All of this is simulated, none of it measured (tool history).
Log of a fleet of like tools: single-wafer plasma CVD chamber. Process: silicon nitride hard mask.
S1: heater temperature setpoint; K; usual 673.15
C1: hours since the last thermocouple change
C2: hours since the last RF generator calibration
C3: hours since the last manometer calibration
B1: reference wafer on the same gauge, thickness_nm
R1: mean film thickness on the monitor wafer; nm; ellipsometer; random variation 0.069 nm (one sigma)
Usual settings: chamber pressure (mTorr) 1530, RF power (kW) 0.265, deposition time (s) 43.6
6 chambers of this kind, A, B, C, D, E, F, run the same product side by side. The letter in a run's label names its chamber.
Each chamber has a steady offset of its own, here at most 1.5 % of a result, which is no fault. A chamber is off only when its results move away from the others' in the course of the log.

Run 1A, hour 5.7: usual settings; C1 2222.5; C2 641.9; C3 1470.8; B1 49.092. Result: R1 46.061 nm.
Run 2B, hour 12.4: usual settings; C1 89.9; C2 397.2; C3 1202.7; B1 49.081. Result: R1 45.752 nm.
Run 3F, hour 18.2: usual settings; C1 1811.7; C2 43.2; C3 1093.5; B1 49.068. Result: R1 45.116 nm.
Run 4E, hour 24.6: usual settings; C1 1906.7; C2 166.8; C3 1125.0; B1 49.067. Result: R1 45.200 nm.
Run 5C, hour 27.5: usual settings; C1 745.1; C2 624.9; C3 964.5; B1 49.048. Result: R1 45.543 nm.
Run 6D, hour 32.9: usual settings; C1 1019.7; C2 1216.6; C3 1254.3; B1 49.059. Result: R1 45.307 nm.
Run 7A, hour 36.3: usual settings; C1 2253.1; C2 672.5; C3 1501.4; B1 49.041. Result: R1 46.097 nm.
Run 8D, hour 42.1: usual settings; C1 1028.9; C2 1225.8; C3 1263.5; B1 49.038. Result: R1 45.351 nm.
Run 9C, hour 48.1: usual settings; C1 765.7; C2 645.5; C3 985.1; B1 49.009. Result: R1 45.425 nm.
Run 10E, hour 52.1: usual settings but deposition time (s) 35.5; C1 1934.2; C2 194.3; C3 1152.5; B1 49.003. Result: R1 36.780 nm.
Run 11B, hour 55.4: usual settings but deposition time (s) 35.5; C1 132.9; C2 440.2; C3 1245.7; B1 49.029. Result: R1 37.126 nm.
Run 12F, hour 58.6: usual settings but deposition time (s) 35.5; C1 1852.1; C2 83.6; C3 1133.9; B1 49.009. Result: R1 36.860 nm.
Run 13D, hour 61.5: usual settings but deposition time (s) 35.5; C1 1048.3; C2 1245.2; C3 1282.9; B1 49.004. Result: R1 36.870 nm.
Run 14A, hour 65.4: usual settings but deposition time (s) 35.5; C1 2282.2; C2 701.6; C3 1530.5; B1 48.998. Result: R1 37.506 nm.
Run 15E, hour 70.7: usual settings but deposition time (s) 35.5; C1 1952.8; C2 212.9; C3 1171.1; B1 48.984. Result: R1 36.688 nm.
Run 16F, hour 73.6: usual settings; C1 1867.1; C2 98.6; C3 1148.9; B1 48.991. Result: R1 45.281 nm.
Run 17C, hour 78.6: usual settings; C1 796.2; C2 676.0; C3 1015.6; B1 48.976. Result: R1 45.316 nm.
Run 18B, hour 81.7: usual settings but S1 659.15 K; C1 159.2; C2 466.5; C3 1272.0; B1 48.954. Result: R1 45.932 nm.
Run 19B, hour 85.4: usual settings but S1 659.15 K; C1 162.9; C2 470.2; C3 1275.7; B1 48.942. Result: R1 45.933 nm.
Run 20D, hour 88.5: usual settings but S1 659.15 K; C1 1075.3; C2 1272.2; C3 1309.9; B1 48.938. Result: R1 45.268 nm.
Run 21C, hour 92.1: usual settings but S1 659.15 K; C1 809.7; C2 689.5; C3 1029.1; B1 48.938. Result: R1 45.668 nm.
Run 22F, hour 96.0: usual settings but S1 659.15 K; C1 1889.5; C2 121.0; C3 1171.3; B1 48.939. Result: R1 45.474 nm.
Run 23A, hour 101.2: usual settings but S1 659.15 K; C1 2318.0; C2 737.4; C3 1566.3; B1 48.944. Result: R1 46.102 nm.
Run 24E, hour 105.9: usual settings; C1 1988.0; C2 248.1; C3 1206.3; B1 48.912. Result: R1 45.051 nm.
Run 25E, hour 109.5: usual settings; C1 1991.6; C2 251.7; C3 1209.9; B1 48.940. Result: R1 45.137 nm.
Run 26F, hour 112.8: usual settings; C1 1906.3; C2 137.8; C3 1188.1; B1 48.907. Result: R1 45.085 nm.
Run 27D, hour 117.9: usual settings but deposition time (s) 48.0; C1 1104.7; C2 1301.6; C3 1339.3; B1 48.911. Result: R1 49.686 nm.
At hour 121.2: chamber B: capacitance manometer re-zeroed and calibrated.
Run 28C, hour 123.8: usual settings but deposition time (s) 48.0; C1 841.4; C2 721.2; C3 1060.8; B1 48.881. Result: R1 49.893 nm.
Run 29B, hour 129.3: usual settings but deposition time (s) 48.0; C1 206.8; C2 514.1; C3 8.1; B1 48.896. Result: R1 50.161 nm.
Run 30A, hour 135.9: usual settings but deposition time (s) 48.0; C1 2352.7; C2 772.1; C3 1601.0; B1 48.854. Result: R1 50.614 nm.
Run 31C, hour 142.3: usual settings but deposition time (s) 48.0; C1 859.9; C2 739.7; C3 1079.3; B1 48.857. Result: R1 49.856 nm.
Run 32F, hour 146.7: usual settings but deposition time (s) 48.0; C1 1940.2; C2 171.7; C3 1222.0; B1 48.853. Result: R1 49.763 nm.
Run 33A, hour 153.1: usual settings; C1 2369.9; C2 789.3; C3 1618.2; B1 48.848. Result: R1 45.849 nm.
Run 34D, hour 159.6: usual settings; C1 1146.4; C2 1343.3; C3 1381.0; B1 48.829. Result: R1 44.966 nm.
Run 35B, hour 164.4: usual settings; C1 241.9; C2 549.2; C3 43.2; B1 48.820. Result: R1 45.368 nm.
Run 36E, hour 167.4: usual settings; C1 2049.5; C2 309.6; C3 1267.8; B1 48.795. Result: R1 45.132 nm.
Run 37B, hour 172.5: usual settings but deposition time (s) 39.3; C1 250.0; C2 557.3; C3 51.3; B1 48.806. Result: R1 40.961 nm.
Run 38E, hour 175.9: usual settings but deposition time (s) 39.3; C1 2058.0; C2 318.1; C3 1276.3; B1 48.794. Result: R1 40.391 nm.

What goes on in this fleet: one chamber off, a drifting gauge, or nothing beyond the chambers' own small offsets? Name the chamber and the cause, if any.

The gauge drifts, so all chambers seem to drift together. No chamber is off.
Cause: gauge reads low (%) = 0.626.

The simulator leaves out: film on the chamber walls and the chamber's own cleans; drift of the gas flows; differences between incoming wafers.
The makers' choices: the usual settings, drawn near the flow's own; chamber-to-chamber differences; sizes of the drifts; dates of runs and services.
